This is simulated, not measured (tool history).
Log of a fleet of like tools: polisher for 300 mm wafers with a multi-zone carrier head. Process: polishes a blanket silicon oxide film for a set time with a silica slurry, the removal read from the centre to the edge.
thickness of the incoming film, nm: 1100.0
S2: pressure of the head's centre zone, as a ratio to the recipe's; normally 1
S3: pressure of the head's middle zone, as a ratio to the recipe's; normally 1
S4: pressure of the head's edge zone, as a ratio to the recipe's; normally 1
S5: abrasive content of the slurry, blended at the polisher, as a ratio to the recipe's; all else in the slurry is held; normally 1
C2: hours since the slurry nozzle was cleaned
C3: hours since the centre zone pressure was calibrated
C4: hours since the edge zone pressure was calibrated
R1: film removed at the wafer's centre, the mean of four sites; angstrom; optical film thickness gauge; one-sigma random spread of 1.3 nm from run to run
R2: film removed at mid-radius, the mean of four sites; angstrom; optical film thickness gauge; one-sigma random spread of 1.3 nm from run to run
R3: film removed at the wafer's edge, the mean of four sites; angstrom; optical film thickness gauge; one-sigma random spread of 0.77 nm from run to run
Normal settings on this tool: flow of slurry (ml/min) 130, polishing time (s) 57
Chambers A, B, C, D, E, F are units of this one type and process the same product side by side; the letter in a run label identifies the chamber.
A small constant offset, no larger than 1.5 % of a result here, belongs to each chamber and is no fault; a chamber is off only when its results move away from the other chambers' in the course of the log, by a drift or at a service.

Run 1A, hour 5.3: usual settings; wafers polished on this pad 135; C2 109; C3 315.3; C4 210.3. Result: R1 1289 angstrom, R2 1272.3 angstrom, R3 1264.3 angstrom.
At hour 7.7: chamber B: worn pad replaced by a new one.
Run 2F, hour 9.7: usual settings; wafers polished on this pad 297; C2 260.2; C3 235.5; C4 110.6. Result: R1 1293.2 angstrom, R2 1264.4 angstrom, R3 1266.5 angstrom.
Run 3C, hour 14.3: usual settings; wafers polished on this pad 508; C2 150.6; C3 276.4; C4 1033.4. Result: R1 1286.3 angstrom, R2 1282.7 angstrom, R3 1275.9 angstrom.
Run 4D, hour 22.2: usual settings; wafers polished on this pad 364; C2 239.3; C3 445.3; C4 302.4. Result: R1 1279.2 angstrom, R2 1278.5 angstrom, R3 1283.9 angstrom.
Run 5E, hour 27: usual settings; wafers polished on this pad 883; C2 637.5; C3 633; C4 420.4. Result: R1 1257 angstrom, R2 1266.5 angstrom, R3 1246.1 angstrom.
Run 6B, hour 32.7: usual settings but S2 0.95, S4 1.05; wafers polished on this pad 313; C2 483.7; C3 462.5; C4 159.9. Result: R1 1189.2 angstrom, R2 1290.3 angstrom, R3 1300.9 angstrom.
Run 7D, hour 39.7: usual settings but S2 0.95, S4 1.05; wafers polished on this pad 584; C2 256.8; C3 462.8; C4 319.9. Result: R1 1217 angstrom, R2 1299.5 angstrom, R3 1293.9 angstrom.
Run 8B, hour 45.8: usual settings but S2 0.95, S4 1.05; wafers polished on this pad 477; C2 496.8; C3 475.6; C4 173. Result: R1 1190.7 angstrom, R2 1276.3 angstrom, R3 1302.9 angstrom.
Run 9A, hour 50.9: usual settings but S2 0.95, S4 1.05; wafers polished on this pad 707; C2 154.6; C3 360.9; C4 255.9. Result: R1 1198.5 angstrom, R2 1284 angstrom, R3 1318.7 angstrom.
Run 10F, hour 55.6: usual settings but S2 0.95, S4 1.05; wafers polished on this pad 873; C2 306.1; C3 281.4; C4 156.5. Result: R1 1223.9 angstrom, R2 1288.2 angstrom, R3 1311.2 angstrom.
At hour 59: chamber F: worn pad replaced by a new one.
Run 11E, hour 59.3: usual settings but S2 0.95, S4 1.05; wafers polished on this pad 1288; C2 669.8; C3 665.3; C4 452.7. Result: R1 1203.8 angstrom, R2 1287.6 angstrom, R3 1285.5 angstrom.
At hour 64.9: chamber D: worn pad replaced by a new one.
Run 12C, hour 65.8: usual settings; wafers polished on this pad 1154; C2 202.1; C3 327.9; C4 1084.9. Result: R1 1283.8 angstrom, R2 1276.3 angstrom, R3 1269.9 angstrom.
At hour 66: chamber C: worn pad replaced by a new one.
Run 13D, hour 72.7: usual settings; wafers polished on this pad 98; C2 289.8; C3 495.8; C4 352.9. Result: R1 1300.6 angstrom, R2 1270.1 angstrom, R3 1274.1 angstrom.
At hour 73.4: chamber A: worn pad replaced by a new one.
At hour 77.5: chamber E: worn pad replaced by a new one.
Run 14B, hour 77.7: usual settings but flow of slurry (ml/min) 165, S5 0.75; wafers polished on this pad 877; C2 528.7; C3 507.5; C4 204.9. Result: R1 1147.2 angstrom, R2 1182 angstrom, R3 1151.2 angstrom.
Run 15F, hour 84.1: usual settings but flow of slurry (ml/min) 165, S5 0.75; wafers polished on this pad 315; C2 334.6; C3 309.9; C4 185. Result: R1 1186.6 angstrom, R2 1169.3 angstrom, R3 1150.5 angstrom.
Run 16A, hour 89.8: usual settings but flow of slurry (ml/min) 165, S5 0.75; wafers polished on this pad 206; C2 193.5; C3 399.8; C4 294.8. Result: R1 1173.4 angstrom, R2 1155.5 angstrom, R3 1130.6 angstrom.
Run 17E, hour 93.7: usual settings but flow of slurry (ml/min) 165, S5 0.75; wafers polished on this pad 203; C2 704.2; C3 699.7; C4 487.1. Result: R1 1164.6 angstrom, R2 1161.7 angstrom, R3 1146.6 angstrom.
Run 18C, hour 100.4: usual settings but flow of slurry (ml/min) 165, S5 0.75; wafers polished on this pad 431; C2 236.7; C3 362.5; C4 1119.5. Result: R1 1163.4 angstrom, R2 1159.9 angstrom, R3 1142.1 angstrom.
At hour 104: chamber C: slurry nozzle cleaned.
At hour 104: chamber B: worn pad replaced by a new one.
Run 19F, hour 106.4: usual settings but flow of slurry (ml/min) 165, S5 0.75; wafers polished on this pad 594; C2 356.9; C3 332.2; C4 207.3. Result: R1 1151.1 angstrom, R2 1168.3 angstrom, R3 1138.2 angstrom.
Run 20C, hour 112.8: usual settings; wafers polished on this pad 587; C2 8.8; C3 374.9; C4 1131.9. Result: R1 1294.4 angstrom, R2 1290.8 angstrom, R3 1266.6 angstrom.
Run 21A, hour 119.6: usual settings; wafers polished on this pad 579; C2 223.3; C3 429.6; C4 324.6. Result: R1 1273.3 angstrom, R2 1278.4 angstrom, R3 1263.7 angstrom.
At hour 124.4: chamber C: edge zone pressure recalibrated.
Run 22E, hour 127.5: usual settings; wafers polished on this pad 627; C2 738; C3 733.5; C4 520.9. Result: R1 1300.3 angstrom, R2 1274.5 angstrom, R3 1265.4 angstrom.
Run 23B, hour 134.4: usual settings; wafers polished on this pad 381; C2 585.4; C3 564.2; C4 261.6. Result: R1 1280 angstrom, R2 1274.3 angstrom, R3 1275.6 angstrom.
At hour 139.3: chamber D: worn pad replaced by a new one.
Run 24D, hour 141.6: usual settings; wafers polished on this pad 29; C2 358.7; C3 564.7; C4 421.8. Result: R1 1265.1 angstrom, R2 1265.8 angstrom, R3 1274.6 angstrom.
At hour 141.7: chamber F: worn pad replaced by a new one.
At hour 143.7: chamber A: worn pad replaced by a new one.
Run 25C, hour 147.5: usual settings; wafers polished on this pad 1021; C2 43.5; C3 409.6; C4 23.1. Result: R1 1274.8 angstrom, R2 1282.1 angstrom, R3 1276.1 angstrom.
Run 26E, hour 154: usual settings; wafers polished on this pad 959; C2 764.5; C3 760; C4 547.4. Result: R1 1319.4 angstrom, R2 1269.5 angstrom, R3 1265.4 angstrom.
Run 27B, hour 160.9: usual settings; wafers polished on this pad 713; C2 611.9; C3 590.7; C4 288.1. Result: R1 1270.9 angstrom, R2 1270.7 angstrom, R3 1284.3 angstrom.
At hour 162.4: chamber C: worn pad replaced by a new one.
At hour 164.8: chamber A: centre zone pressure recalibrated.
Run 28D, hour 168.6: usual settings; wafers polished on this pad 368; C2 385.7; C3 591.7; C4 448.8. Result: R1 1303.4 angstrom, R2 1298.6 angstrom, R3 1264.3 angstrom.
Run 29F, hour 175.6: usual settings; wafers polished on this pad 425; C2 426.1; C3 401.4; C4 276.5. Result: R1 1296.4 angstrom, R2 1275.7 angstrom, R3 1270.7 angstrom.
Run 30A, hour 182.6: usual settings; wafers polished on this pad 487; C2 286.3; C3 17.8; C4 387.6. Result: R1 1247.9 angstrom, R2 1279 angstrom, R3 1260.8 angstrom.
Run 31A, hour 186.9: usual settings but S2 0.95, S4 1.05; wafers polished on this pad 541; C2 290.6; C3 22.1; C4 391.9. Result: R1 1188.2 angstrom, R2 1286.2 angstrom, R3 1296 angstrom.
Run 32F, hour 192.1: usual settings but S2 0.95, S4 1.05; wafers polished on this pad 632; C2 442.6; C3 417.9; C4 293. Result: R1 1196.6 angstrom, R2 1268.6 angstrom, R3 1310.3 angstrom.
At hour 192.4: chamber C: centre zone pressure recalibrated.
At hour 195: chamber E: slurry nozzle cleaned.
Run 33D, hour 195.6: usual settings but S2 0.95, S4 1.05; wafers polished on this pad 706; C2 412.7; C3 618.7; C4 475.8. Result: R1 1217.1 angstrom, R2 1268.1 angstrom, R3 1309.9 angstrom.
Run 34C, hour 202.8: usual settings but S2 0.95, S4 1.05; wafers polished on this pad 506; C2 98.8; C3 10.5; C4 78.4. Result: R1 1220.3 angstrom, R2 1265.1 angstrom, R3 1301.6 angstrom.
At hour 203.1: chamber E: worn pad replaced by a new one.
Run 35E, hour 208: usual settings but S2 0.95, S4 1.05; wafers polished on this pad 62; C2 13; C3 814; C4 601.4. Result: R1 1298.7 angstrom, R2 1294.6 angstrom, R3 1295.4 angstrom.
At hour 214.8: chamber A: worn pad replaced by a new one.
Run 36B, hour 215.3: usual settings but S2 0.95, S4 1.05; wafers polished on this pad 1394; C2 666.3; C3 645.1; C4 342.5. Result: R1 1209.5 angstrom, R2 1284.4 angstrom, R3 1301.7 angstrom.
At hour 216.3: chamber A: edge zone pressure recalibrated.
At hour 217.6: chamber F: worn pad replaced by a new one.
At hour 219.1: chamber D: worn pad replaced by a new one.
Run 37D, hour 221.2: usual settings; wafers polished on this pad 26; C2 438.3; C3 644.3; C4 501.4. Result: R1 1307.3 angstrom, R2 1280.4 angstrom, R3 1277 angstrom.
Run 38F, hour 228.3: usual settings but S4 0.93, polishing time (s) 38; wafers polished on this pad 134; C2 478.8; C3 454.1; C4 329.2. Result: R1 849.48 angstrom, R2 833.63 angstrom, R3 825.35 angstrom.
Run 39A, hour 233.6: usual settings but S4 0.93, polishing time (s) 38; wafers polished on this pad 235; C2 337.3; C3 68.8; C4 17.4. Result: R1 850.99 angstrom, R2 864.31 angstrom, R3 819.59 angstrom.
Run 40E, hour 240.7: usual settings but S4 0.93, polishing time (s) 38; wafers polished on this pad 472; C2 45.7; C3 846.7; C4 634.1. Result: R1 947.39 angstrom, R2 850.59 angstrom, R3 815.93 angstrom.

Which is it: a chamber that has drifted or been left off by a service, a gauge drift common to all chambers, or only each chamber's usual small offset? If a chamber is off, name it and its likeliest cause.

It is chamber E that slowly wanders off from its peers.
What lies behind it: centre zone's pressure above its setpoint, % = 11.1.

Here are 4 candidates for chamber E's next run, each the usual settings with a change, their results left as question marks. Which one brings its results back in line with what the others give on the usual settings?
In line means no further than this from the other chambers' mean on the usual settings: R1 45 angstrom; R2 46 angstrom; R3 27 angstrom
Run 41E-1, hour 246.4: usual settings but flow of slurry (ml/min) 135, S2 1.03, S3 0.99, S4 0.99. Result: R1 ?, R2 ?, R3 ?.
Run 41E-2, hour 246.4: usual settings but flow of slurry (ml/min) 125, S2 0.97, S3 1.01, S4 1.01. Result: R1 ?, R2 ?, R3 ?.
Run 41E-3, hour 246.4: usual settings but flow of slurry (ml/min) 125, S2 0.91, S3 1.01, S4 1.03. Result: R1 ?, R2 ?, R3 ?.
Run 41E-4, hour 246.4: usual settings but flow of slurry (ml/min) 135, S2 1.09, S3 0.99, S4 0.97. Result: R1 ?, R2 ?, R3 ?.

What the other chambers average on the usual settings: R1 1277.7 angstrom; R2 1280.2 angstrom; R3 1275.1 angstrom
  run      R1      R2      R3
41E-1  1477.5  1271.3  1264.3
41E-2  1357.9  1273.9  1262.3
41E-3  1265.8  1274.3  1275.3
41E-4  1571.4  1270.8  1251.1
Change 41E-3 lands the chamber within the allowed miss of the other chambers.
